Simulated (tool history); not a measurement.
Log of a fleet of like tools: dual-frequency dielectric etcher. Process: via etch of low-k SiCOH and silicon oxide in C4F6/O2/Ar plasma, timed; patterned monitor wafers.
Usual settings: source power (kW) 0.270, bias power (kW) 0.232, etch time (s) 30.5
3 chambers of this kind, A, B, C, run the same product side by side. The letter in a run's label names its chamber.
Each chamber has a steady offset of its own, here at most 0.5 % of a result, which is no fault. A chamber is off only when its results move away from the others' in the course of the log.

run   hour  source power (kW)  bias power (kW)  etch time (s)  read-back reference wafer on the same gauge, depth_nm  mean etch depth across the wafer (angstrom)
 1B    7.8              0.270            0.232           30.5                                                 69.234                                       674.08
 2A   15.8              0.270            0.232           30.5                                                 69.231                                       671.56
 3C   22.5              0.270            0.232           30.5                                                 69.160                                       672.68
      29.5  -- chamber A: wet clean of the chamber
 4C   33.0              0.270            0.232           30.5                                                 69.275                                       667.76
 5A   39.6              0.270            0.232           30.5                                                 69.076                                       671.73
 6B   51.4              0.270            0.232           30.5                                                 69.153                                       674.89
 7C   57.6              0.270            0.232           30.5                                                 69.175                                       675.19
      58.2  -- chamber C: source power generator calibrated
 8B   69.2              0.210            0.232           30.5                                                 69.194                                       610.87
 9A   79.1              0.210            0.232           30.5                                                 69.204                                       612.05
10C   86.9              0.210            0.232           30.5                                                 69.098                                       615.38
11B   97.7              0.270            0.232           30.5                                                 69.170                                       671.55
12A  108.1              0.270            0.187           38.5                                                 69.120                                       794.48
13C  113.6              0.270            0.187           38.5                                                 69.249                                       782.69
14A  120.8              0.270            0.187           38.5                                                 69.214                                       786.56
15B  130.9              0.240            0.205           30.5                                                 69.253                                       617.48
16B  137.6              0.240            0.205           30.5                                                 69.273                                       615.01
17A  148.7              0.240            0.205           30.5                                                 69.239                                       612.17
18C  157.2              0.270            0.232           30.5                                                 69.227                                       664.33
19C  169.0              0.270            0.232           30.5                                                 69.168                                       663.75
20A  175.5              0.270            0.232           30.5                                                 69.134                                       675.11
21B  183.7              0.270            0.232           30.5                                                 69.209                                       673.94
22B  190.4              0.270            0.232           30.5                                                 69.184                                       672.90
23A  201.4              0.270            0.232           30.5                                                 69.124                                       671.01
24C  212.1              0.270            0.232           30.5                                                 69.218                                       659.30
25B  218.4              0.270            0.232           30.5                                                 69.276                                       675.17
26A  229.0              0.270            0.197           23.5                                                 69.198                                       490.44
27C  239.5              0.270            0.197           23.5                                                 69.202                                       477.87
28B  246.8              0.270            0.197           23.5                                                 69.315                                       488.70
29A  254.1              0.270            0.232           27.0                                                 69.114                                       596.38
30C  264.8              0.270            0.232           27.0                                                 69.160                                       573.45
31A  275.9              0.270            0.232           27.0                                                 69.205                                       589.55
32B  283.4              0.270            0.232           30.5                                                 69.239                                       671.30
33C  289.0              0.270            0.232           30.5                                                 69.230                                       649.31
34A  300.2              0.270            0.232           30.5                                                 69.211                                       672.02
35C  312.0              0.270            0.232           30.5                                                 69.239                                       646.32
36B  317.7              0.270            0.232           30.5                                                 69.195                                       672.99
37A  324.4              0.270            0.232           30.5                                                 69.151                                       669.67
38B  334.9              0.270            0.232           30.5                                                 69.218                                       674.02

All 3 chambers run these settings next. Forecast each chamber's results:
39A  343.4              0.270            0.232           30.5                                                                                                   ?
39B  343.4              0.270            0.232           30.5                                                                                                   ?
39C  343.4              0.270            0.232           30.5                                                                                                   ?

run  mean etch depth across the wafer (angstrom)
39A                                       673.71
39B                                       674.21
39C                                       638.64

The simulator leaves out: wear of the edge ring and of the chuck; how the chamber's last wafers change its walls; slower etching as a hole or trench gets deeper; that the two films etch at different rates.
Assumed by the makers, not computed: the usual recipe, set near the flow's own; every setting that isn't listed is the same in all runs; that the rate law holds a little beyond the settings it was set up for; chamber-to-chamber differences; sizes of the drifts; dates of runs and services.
